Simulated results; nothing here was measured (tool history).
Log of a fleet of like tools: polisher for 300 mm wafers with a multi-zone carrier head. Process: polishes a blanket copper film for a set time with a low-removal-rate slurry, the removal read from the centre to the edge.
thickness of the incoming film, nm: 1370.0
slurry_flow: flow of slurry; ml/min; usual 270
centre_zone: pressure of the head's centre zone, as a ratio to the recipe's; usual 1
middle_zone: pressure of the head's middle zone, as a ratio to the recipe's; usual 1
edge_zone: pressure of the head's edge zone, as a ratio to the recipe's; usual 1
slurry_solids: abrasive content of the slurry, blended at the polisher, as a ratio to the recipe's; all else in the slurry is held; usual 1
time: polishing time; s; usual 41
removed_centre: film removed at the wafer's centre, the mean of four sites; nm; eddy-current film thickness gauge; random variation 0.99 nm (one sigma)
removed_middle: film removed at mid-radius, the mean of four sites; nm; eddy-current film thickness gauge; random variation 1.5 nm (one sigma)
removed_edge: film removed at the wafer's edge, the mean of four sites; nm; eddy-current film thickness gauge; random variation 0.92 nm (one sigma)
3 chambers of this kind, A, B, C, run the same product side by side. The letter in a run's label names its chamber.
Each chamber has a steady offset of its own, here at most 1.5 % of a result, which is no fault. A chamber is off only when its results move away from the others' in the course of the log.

run   hour  slurry_flow  centre_zone  middle_zone  edge_zone  slurry_solids  time  wafers polished on this pad  hours since the slurry nozzle was cleaned  hours since the centre zone pressure was calibrated  hours since the edge zone pressure was calibrated  removed_centre  removed_middle  removed_edge
       4.1  -- chamber C: worn pad replaced by a new one
 1B    8.4          270            1            1          1              1    41                          542                                       61.5                                               1159.3                                               87.9           105.2          106.03        103.36
 2C   18.6          270            1            1          1              1    41                           91                                      192.5                                                183.3                                              761.3          104.52          104.23        103.34
      19.6  -- chamber A: slurry nozzle cleaned
 3A   25.6          270            1            1          1              1    41                          186                                        6.1                                                725.4                                                 77          102.55          104.17        103.33
 4C   35.5          270            1            1          1              1    41                          197                                      209.4                                                200.2                                              778.2          101.57          101.41        104.46
 5A     45          270            1            1          1              1    41                          308                                       25.5                                                744.8                                               96.4          104.08          104.81        103.41
 6B   51.8          270            1            1          1              1    41                          815                                      104.9                                               1202.7                                              131.3          105.31          105.71        104.91
 7C   58.2          270            1            1          1              1    41                          339                                      232.1                                                222.9                                              800.9          103.14          101.25        105.11
 8B   68.4          270            1            1          1              1    41                          919                                      121.5                                               1219.3                                              147.9          105.21          102.85        105.81
 9A   75.3          270            1            1          1              1    41                          498                                       55.8                                                775.1                                              126.7          102.22          106.33        103.87
10B   84.8          270            1            1          1              1    41                         1022                                      137.9                                               1235.7                                              164.3          106.19          104.88         103.2
11A   93.4          270            1            1        0.9            0.9    41                          611                                       73.9                                                793.2                                              144.8           99.29            99.8        96.242
      95.5  -- chamber B: worn pad replaced by a new one
12C   98.9          270            1            1        0.9            0.9    41                          595                                      272.8                                                263.6                                              841.6          100.89          102.64        96.913
13A  108.5          270            1            1        0.9            0.9    41                          706                                         89                                                808.3                                              159.9          99.843          100.87        96.234
14B  113.2          270            1            1          1              1    41                          111                                      166.3                                               1264.1                                              192.7          105.61          105.12        103.63
15C  121.2          270            1            1          1              1    41                          735                                      295.1                                                285.9                                              863.9          103.59          105.08        102.94
     128.5  -- chamber C: slurry nozzle cleaned
     129.1  -- chamber C: worn pad replaced by a new one
16C  129.6          270            1            1          1              1    51                            3                                        1.2                                                294.3                                              872.3          128.25          129.16        128.13
     134.1  -- chamber A: worn pad replaced by a new one
17B  139.3          270            1            1          1              1    51                          275                                      192.4                                               1290.2                                              218.8          132.32          129.42        130.41
18A  148.5          270            1            1          1              1    51                           90                                        129                                                848.3                                              199.9          129.07          131.87        128.41
19C  155.3          270            1            1          1              1    41                          164                                       26.9                                                  320                                                898          104.06          104.52        102.92
20B  163.5          270            1            1          1              1    41                          427                                      216.6                                               1314.4                                                243          104.89           102.9        104.23
21A  171.5          270            1            1          1              1    41                          235                                        152                                                871.3                                              222.9          103.76          105.02        104.07
22B  178.8          270            1            1          1              1    41                          523                                      231.9                                               1329.7                                              258.3          102.82          103.45        105.52
23A  188.9          270            1            1          1              1    41                          344                                      169.4                                                888.7                                              240.3          103.36          105.12        102.53
24C  194.2          270            1            1          1              1    41                          408                                       65.8                                                358.9                                              936.9          104.43          104.56         104.4
25B  200.5          270            1            1          1              1    41                          659                                      253.6                                               1351.4                                                280          103.12           105.6        104.42
26C  208.8          270            1            1          1              1    41                          500                                       80.4                                                373.5                                              951.5          103.53          104.68        104.33
27A  213.7          270            1            1          1              1    41                          500                                      194.2                                                913.5                                              265.1          102.13          102.87        103.57
28B  222.3          270            1            1          1              1    41                          796                                      275.4                                               1373.2                                              301.8          106.79          103.99        103.83
29C  230.7          270            1            1          1              1    41                          637                                      102.3                                                395.4                                              973.4           101.7           103.5        103.02
30A  240.7          270            1            1          1              1    41                          669                                      221.2                                                940.5                                              292.1          102.36          103.78        100.96
31A  250.9          270            1            1          1              1    41                          733                                      231.4                                                950.7                                              302.3          102.43          101.41        103.22

All 3 chambers run these settings next. Forecast each chamber's results:
32A  258.6          270            1            1          1              1    41                                                                                                                                                                                               ?               ?             ?
32B  258.6          270            1            1          1              1    41                                                                                                                                                                                               ?               ?             ?
32C  258.6          270            1            1          1              1    41                                                                                                                                                                                               ?               ?             ?

run  removed_centre  removed_middle  removed_edge
32A          102.48          106.37        100.97
32B          102.75          102.59        104.29
32C          103.56          103.22         102.7
